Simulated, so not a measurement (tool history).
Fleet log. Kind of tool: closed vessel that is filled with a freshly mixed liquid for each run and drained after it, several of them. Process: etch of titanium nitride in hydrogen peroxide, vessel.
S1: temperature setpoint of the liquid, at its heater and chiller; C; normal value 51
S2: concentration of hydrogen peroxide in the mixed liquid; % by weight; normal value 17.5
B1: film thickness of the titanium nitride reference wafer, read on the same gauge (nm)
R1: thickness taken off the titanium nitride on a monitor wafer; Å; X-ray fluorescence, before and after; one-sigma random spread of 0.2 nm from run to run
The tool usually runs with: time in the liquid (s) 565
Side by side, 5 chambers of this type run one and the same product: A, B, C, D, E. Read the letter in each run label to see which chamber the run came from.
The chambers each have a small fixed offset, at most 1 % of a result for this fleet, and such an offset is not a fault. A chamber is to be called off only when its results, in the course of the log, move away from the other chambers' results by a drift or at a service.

Run 1B, day 0.238: usual settings; B1 110.01. Result: R1 489.87 Å.
Run 2D, day 0.479: usual settings; B1 110. Result: R1 490.33 Å.
Run 3E, day 0.738: usual settings; B1 110.01. Result: R1 484.38 Å.
Run 4A, day 0.946: usual settings; B1 109.98. Result: R1 492.58 Å.
Run 5C, day 1.154: usual settings; B1 110.02. Result: R1 491.68 Å.
Run 6C, day 1.346: usual settings; B1 109.94. Result: R1 492.78 Å.
Run 7A, day 1.579: usual settings; B1 110. Result: R1 490.45 Å.
Run 8B, day 1.721: usual settings; B1 109.97. Result: R1 489.82 Å.
Run 9D, day 1.925: usual settings; B1 110. Result: R1 488.43 Å.
Run 10E, day 2.05: usual settings; B1 109.99. Result: R1 482.26 Å.
Run 11C, day 2.25: usual settings but S1 44.5 C, time in the liquid (s) 335; B1 109.95. Result: R1 182.06 Å.
Run 12E, day 2.408: usual settings but S1 44.5 C, time in the liquid (s) 335; B1 110. Result: R1 178.52 Å.
Run 13A, day 2.575: usual settings but S1 44.5 C, time in the liquid (s) 335; B1 110.06. Result: R1 178.85 Å.
Run 14D, day 2.692: usual settings but S1 44.5 C, time in the liquid (s) 335; B1 110.02. Result: R1 181.37 Å.
Run 15B, day 2.85: usual settings but S1 44.5 C, time in the liquid (s) 335; B1 110. Result: R1 181.22 Å.
Run 16A, day 2.992: usual settings; B1 110.01. Result: R1 493.44 Å.
Run 17C, day 3.112: usual settings; B1 110. Result: R1 489.39 Å.
Run 18E, day 3.321: usual settings; B1 110.04. Result: R1 482.52 Å.
Run 19B, day 3.558: usual settings; B1 110.03. Result: R1 490.47 Å.
Run 20D, day 3.762: usual settings; B1 110.02. Result: R1 491.4 Å.
Run 21E, day 3.983: usual settings; B1 109.98. Result: R1 481.61 Å.
Run 22B, day 4.138: usual settings; B1 109.99. Result: R1 490.58 Å.
Run 23D, day 4.292: usual settings; B1 110.01. Result: R1 487.07 Å.
Run 24A, day 4.446: usual settings; B1 109.96. Result: R1 488.27 Å.
Run 25C, day 4.688: usual settings; B1 109.99. Result: R1 482.02 Å.
Run 26C, day 4.942: usual settings; B1 110.01. Result: R1 483.46 Å.
Run 27B, day 5.054: usual settings; B1 109.97. Result: R1 487.46 Å.
Run 28A, day 5.175: usual settings; B1 110. Result: R1 488.93 Å.
At day 5.242: chamber D: new drum of peroxide connected.
Run 29D, day 5.358: usual settings; B1 110. Result: R1 490.11 Å.
Run 30E, day 5.492: usual settings; B1 110.03. Result: R1 482.03 Å.
Run 31C, day 5.65: usual settings; B1 110. Result: R1 476.67 Å.
At day 5.85: chamber B: new drum of peroxide connected.
Run 32B, day 5.9: usual settings but S1 41.5 C, time in the liquid (s) 820; B1 110.01. Result: R1 355.85 Å.
Run 33D, day 6.104: usual settings but S1 41.5 C, time in the liquid (s) 820; B1 109.97. Result: R1 356.58 Å.
Run 34E, day 6.329: usual settings but S1 41.5 C, time in the liquid (s) 820; B1 110.02. Result: R1 349.98 Å.
Run 35A, day 6.483: usual settings but S1 41.5 C, time in the liquid (s) 820; B1 109.97. Result: R1 348.53 Å.
Run 36D, day 6.675: usual settings but S1 41.5 C, time in the liquid (s) 820; B1 109.98. Result: R1 354.95 Å.
Run 37B, day 6.842: usual settings; B1 110.02. Result: R1 487.79 Å.
Run 38A, day 7.033: usual settings; B1 110.02. Result: R1 487.95 Å.
Run 39E, day 7.262: usual settings but time in the liquid (s) 755; B1 109.97. Result: R1 641.69 Å.

What goes on in this fleet: one chamber off, a drifting gauge, or nothing beyond the chambers' own small offsets? Name the chamber and the cause, if any.

It is chamber C that slowly wanders off from its peers.
Most likely cause: liquid colder than its thermometer reads (K) = 0.527.

Which of the 4 candidates below, each the usual settings with something changed and its results left as question marks, puts chamber C back in line with what the other chambers give on the usual settings?
A result is in line if it is within this distance of the other chambers' mean on the usual settings: R1 7 Å
Run 40C-1, day 7.45: usual settings but time in the liquid (s) 585. Result: R1 ?.
Run 40C-2, day 7.45: usual settings but S2 13 % by weight. Result: R1 ?.
Run 40C-3, day 7.45: usual settings but time in the liquid (s) 550. Result: R1 ?.
Run 40C-4, day 7.45: usual settings but time in the liquid (s) 595. Result: R1 ?.

Usual-settings mean across the other chambers: R1 488.07 Å
  run      R1
40C-1  489.42
40C-2  443.94
40C-3  460.14
40C-4  497.79
It is 40C-1 that realigns the chamber with its peers.
